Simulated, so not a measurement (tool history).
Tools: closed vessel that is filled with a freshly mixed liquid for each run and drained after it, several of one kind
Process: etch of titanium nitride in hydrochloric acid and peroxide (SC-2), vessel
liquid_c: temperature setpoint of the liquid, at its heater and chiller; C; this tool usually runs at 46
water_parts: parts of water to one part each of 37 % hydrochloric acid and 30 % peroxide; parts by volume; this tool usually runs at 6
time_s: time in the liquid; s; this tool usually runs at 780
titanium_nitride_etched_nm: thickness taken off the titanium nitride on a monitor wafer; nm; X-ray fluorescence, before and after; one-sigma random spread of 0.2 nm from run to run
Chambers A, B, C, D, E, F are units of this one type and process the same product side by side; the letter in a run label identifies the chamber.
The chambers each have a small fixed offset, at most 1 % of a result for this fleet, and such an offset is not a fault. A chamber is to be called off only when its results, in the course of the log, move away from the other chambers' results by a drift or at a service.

| run | day | liquid_c | water_parts | time_s | hours since the thermometer was replaced | hours since the chemicals flow meter was replaced | hours since the drum of peroxide was connected | read-back film thickness of the titanium nitride reference wafer, read on the same gauge (nm) | titanium_nitride_etched_nm |
|---|---|---|---|---|---|---|---|---|---|
| 1D | 0.408 | 46 | 6 | 780 | 852 | 1407.9 | 641.1 | 80.017 | 21.636 |
| 2A | 0.625 | 46 | 6 | 780 | 1590.8 | 1052.1 | 564.9 | 79.999 | 21.044 |
| 3E | 0.896 | 46 | 6 | 780 | 858.5 | 410.6 | 167.1 | 79.983 | 21.648 |
| 4C | 1.217 | 46 | 6 | 780 | 2015.6 | 317.6 | 320.5 | 79.995 | 21.604 |
| 5F | 1.404 | 46 | 6 | 780 | 411.2 | 851.4 | 337.3 | 80.001 | 21.363 |
| 6B | 1.7 | 46 | 6 | 780 | 518.3 | 1461 | 676.9 | 80.025 | 21.165 |
| 7E | 2.104 | 46 | 6 | 780 | 887.5 | 439.6 | 196.1 | 79.976 | 21.006 |
| 8A | 2.362 | 46 | 6 | 780 | 1632.5 | 1093.8 | 606.6 | 79.983 | 21.424 |
| 9F | 2.738 | 46 | 6 | 780 | 443.2 | 883.4 | 369.3 | 79.993 | 21.366 |
| 10B | 3.133 | 46 | 6 | 780 | 552.7 | 1495.4 | 711.3 | 80.027 | 21.297 |
| 11D | 3.475 | 39.5 | 8.5 | 780 | 925.6 | 1481.5 | 714.7 | 79.969 | 10.38 |
| 12C | 3.812 | 39.5 | 8.5 | 780 | 2077.9 | 379.9 | 382.8 | 79.989 | 10.348 |
| 13C | 4.167 | 39.5 | 8.5 | 780 | 2086.4 | 388.4 | 391.3 | 80 | 10.419 |
| 14D | 4.488 | 39.5 | 8.5 | 780 | 949.9 | 1505.8 | 739 | 80.015 | 10.424 |
| 15B | 4.667 | 39.5 | 8.5 | 780 | 589.5 | 1532.2 | 748.1 | 79.997 | 10.511 |
| 16A | 4.992 | 39.5 | 8.5 | 780 | 1695.6 | 1156.9 | 669.7 | 79.998 | 10.367 |
| 17F | 5.3 | 46 | 6 | 780 | 504.7 | 944.9 | 430.8 | 79.991 | 21.315 |
| 18E | 5.496 | 46 | 6 | 780 | 968.9 | 521 | 277.5 | 80.011 | 21.23 |
| 19B | 5.758 | 55.5 | 7 | 780 | 615.7 | 1558.4 | 774.3 | 80.003 | 35.646 |
| 20D | 5.975 | 55.5 | 7 | 780 | 985.6 | 1541.5 | 774.7 | 79.969 | 36.214 |
| 21C | 6.258 | 55.5 | 7 | 780 | 2136.6 | 438.6 | 441.5 | 80.004 | 35.681 |
| 22F | 6.579 | 55.5 | 7 | 780 | 535.4 | 975.6 | 461.5 | 79.987 | 35.919 |
|  | 6.612 | chamber F: chemicals flow meter replaced |
|  | 6.775 | chamber B: new drum of peroxide connected |
| 23E | 6.971 | 55.5 | 7 | 780 | 1004.3 | 556.4 | 312.9 | 80.024 | 35.54 |
|  | 7.1 | chamber F: new drum of peroxide connected |
| 24A | 7.275 | 55.5 | 7 | 780 | 1750.4 | 1211.7 | 724.5 | 79.975 | 35.797 |
| 25D | 7.504 | 46 | 6 | 780 | 1022.3 | 1578.2 | 811.4 | 79.999 | 21.1 |
| 26E | 7.746 | 46 | 6 | 780 | 1022.9 | 575 | 331.5 | 79.994 | 21.37 |
| 27F | 7.996 | 46 | 6 | 780 | 569.4 | 33.2 | 21.5 | 80.006 | 21.201 |
| 28B | 8.242 | 55 | 8.5 | 780 | 675.3 | 1618 | 35.2 | 80.028 | 29.555 |
| 29C | 8.525 | 55 | 8.5 | 780 | 2191 | 493 | 495.9 | 80.01 | 29.54 |
| 30A | 8.8 | 55 | 8.5 | 780 | 1787 | 1248.3 | 761.1 | 79.987 | 29.489 |
| 31E | 9.075 | 55 | 8.5 | 780 | 1054.8 | 606.9 | 363.4 | 79.978 | 28.986 |
| 32C | 9.4 | 55 | 8.5 | 780 | 2212 | 514 | 516.9 | 79.976 | 29.464 |
|  | 9.525 | chamber D: new drum of peroxide connected |
| 33D | 9.746 | 55 | 8.5 | 780 | 1076.1 | 1632 | 5.3 | 79.982 | 30.028 |
| 34A | 10.075 | 46 | 6 | 780 | 1817.6 | 1278.9 | 791.7 | 80.017 | 21.339 |
| 35B | 10.442 | 46 | 8 | 780 | 728.1 | 1670.8 | 88 | 80.015 | 17.339 |
| 36F | 10.65 | 46 | 8 | 780 | 633.1 | 96.9 | 85.2 | 79.998 | 17.055 |
| 37B | 11.029 | 46 | 8 | 780 | 742.2 | 1684.9 | 102.1 | 79.989 | 16.796 |
|  | 11.079 | chamber E: new drum of peroxide connected |
| 38E | 11.304 | 46 | 8 | 780 | 1108.3 | 660.4 | 5.5 | 80.006 | 17.223 |
| 39A | 11.679 | 46 | 8 | 780 | 1856.1 | 1317.4 | 830.2 | 80.002 | 17.163 |
| 40C | 11.996 | 46 | 8 | 780 | 2274.3 | 576.3 | 579.2 | 80.024 | 17.065 |
| 41D | 12.367 | 46 | 6 | 780 | 1139 | 1694.9 | 68.2 | 80.012 | 21.597 |
| 42F | 12.6 | 46 | 6 | 780 | 679.9 | 143.7 | 132 | 80.011 | 21.217 |

Next, all 6 chambers run the settings below, one line each with question marks for the results. What does each chamber give?
| 43A | 12.896 | 46 | 6 | 780 |  |  |  |  | ? |
| 43B | 12.896 | 46 | 6 | 780 |  |  |  |  | ? |
| 43C | 12.896 | 46 | 6 | 780 |  |  |  |  | ? |
| 43D | 12.896 | 46 | 6 | 780 |  |  |  |  | ? |
| 43E | 12.896 | 46 | 6 | 780 |  |  |  |  | ? |
| 43F | 12.896 | 46 | 6 | 780 |  |  |  |  | ? |

| run | titanium_nitride_etched_nm |
|---|---|
| 43A | 21.4 |
| 43B | 21.546 |
| 43C | 21.229 |
| 43D | 21.665 |
| 43E | 21.381 |
| 43F | 21.234 |

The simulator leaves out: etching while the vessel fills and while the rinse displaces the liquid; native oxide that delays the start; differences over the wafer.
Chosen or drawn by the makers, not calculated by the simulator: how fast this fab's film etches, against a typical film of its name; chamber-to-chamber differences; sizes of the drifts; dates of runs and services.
